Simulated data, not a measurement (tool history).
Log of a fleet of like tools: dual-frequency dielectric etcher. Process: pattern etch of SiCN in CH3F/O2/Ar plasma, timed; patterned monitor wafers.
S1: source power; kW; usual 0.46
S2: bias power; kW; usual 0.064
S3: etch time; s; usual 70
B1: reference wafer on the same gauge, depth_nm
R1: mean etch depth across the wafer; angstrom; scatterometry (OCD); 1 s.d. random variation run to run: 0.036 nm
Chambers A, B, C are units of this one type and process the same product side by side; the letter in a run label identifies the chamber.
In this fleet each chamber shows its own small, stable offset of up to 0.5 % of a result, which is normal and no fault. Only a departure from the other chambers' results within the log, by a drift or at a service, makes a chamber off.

-- hour=4 chamber B: wet clean of the chamber
run 1C hour=7.2 | S1=0.46 S2=0.064 S3=70 | B1=21.9 | R1=265.97
run 2B hour=12.8 | S1=0.46 S2=0.064 S3=70 | B1=21.896 | R1=265.64
run 3A hour=25.5 | S1=0.46 S2=0.064 S3=70 | B1=21.888 | R1=265.45
run 4B hour=33 | S1=0.46 S2=0.064 S3=70 | B1=21.886 | R1=265.73
run 5C hour=39.1 | S1=0.46 S2=0.064 S3=70 | B1=21.89 | R1=264.36
run 6A hour=49.3 | S1=0.46 S2=0.064 S3=70 | B1=21.878 | R1=265.34
run 7C hour=55.7 | S1=0.46 S2=0.064 S3=70 | B1=21.881 | R1=264.89
run 8A hour=68.1 | S1=0.4 S2=0.064 S3=86 | B1=21.874 | R1=309.84
run 9B hour=75.9 | S1=0.4 S2=0.064 S3=86 | B1=21.869 | R1=309.2
-- hour=77.4 chamber A: wet clean of the chamber
run 10B hour=86.6 | S1=0.4 S2=0.064 S3=86 | B1=21.873 | R1=309.18
run 11C hour=97.2 | S1=0.46 S2=0.064 S3=70 | B1=21.862 | R1=265
run 12A hour=103 | S1=0.46 S2=0.064 S3=70 | B1=21.856 | R1=265.5
run 13A hour=113.1 | S1=0.46 S2=0.064 S3=70 | B1=21.861 | R1=265.29
run 14B hour=123.5 | S1=0.46 S2=0.064 S3=70 | B1=21.861 | R1=265.24
run 15C hour=133.2 | S1=0.46 S2=0.064 S3=70 | B1=21.848 | R1=265.04
run 16A hour=144.1 | S1=0.46 S2=0.064 S3=70 | B1=21.847 | R1=264.83
run 17B hour=153.9 | S1=0.46 S2=0.064 S3=70 | B1=21.849 | R1=265.01
run 18C hour=159.9 | S1=0.46 S2=0.064 S3=70 | B1=21.837 | R1=264.5
run 19B hour=167.6 | S1=0.46 S2=0.064 S3=70 | B1=21.842 | R1=265.23
run 20C hour=174.3 | S1=0.46 S2=0.064 S3=70 | B1=21.834 | R1=264.15
run 21A hour=180.3 | S1=0.46 S2=0.064 S3=70 | B1=21.838 | R1=264.02
run 22B hour=192.6 | S1=0.46 S2=0.064 S3=70 | B1=21.827 | R1=264.64
-- hour=193.1 chamber C: wet clean of the chamber
run 23C hour=202.3 | S1=0.46 S2=0.064 S3=70 | B1=21.825 | R1=264.37
run 24A hour=213.4 | S1=0.46 S2=0.064 S3=70 | B1=21.821 | R1=264.52
run 25B hour=219.6 | S1=0.41 S2=0.077 S3=70 | B1=21.815 | R1=270.07
run 26A hour=228.4 | S1=0.41 S2=0.077 S3=70 | B1=21.818 | R1=271
-- hour=229.6 chamber C: source power generator calibrated
run 27C hour=241.2 | S1=0.41 S2=0.077 S3=70 | B1=21.816 | R1=270.6
run 28C hour=250.8 | S1=0.46 S2=0.064 S3=70 | B1=21.811 | R1=264.58
-- hour=253 chamber A: source power generator calibrated
run 29A hour=260.2 | S1=0.53 S2=0.051 S3=70 | B1=21.816 | R1=258.29
run 30B hour=268.4 | S1=0.53 S2=0.051 S3=70 | B1=21.799 | R1=259.87
run 31C hour=274.6 | S1=0.53 S2=0.051 S3=70 | B1=21.802 | R1=258.44
run 32A hour=280.8 | S1=0.46 S2=0.064 S3=70 | B1=21.795 | R1=264.5
run 33B hour=290.6 | S1=0.46 S2=0.064 S3=70 | B1=21.798 | R1=264.82
run 34A hour=296.8 | S1=0.46 S2=0.07 S3=70 | B1=21.793 | R1=272.41
run 35C hour=307.9 | S1=0.46 S2=0.07 S3=70 | B1=21.793 | R1=272.63
run 36B hour=317 | S1=0.46 S2=0.07 S3=70 | B1=21.783 | R1=272.04
run 37C hour=326.5 | S1=0.46 S2=0.064 S3=70 | B1=21.778 | R1=263.68

Has any chamber moved away from the others, gradually or after a service, or does the common gauge drift, or do the chambers differ only by their own small steady offsets? State the chamber and the most likely cause if one applies.

It is the gauge, not a chamber: its drift shows up in every chamber's results at once, and no chamber is off.
Likeliest cause: gauge reads low (%) = 0.55.
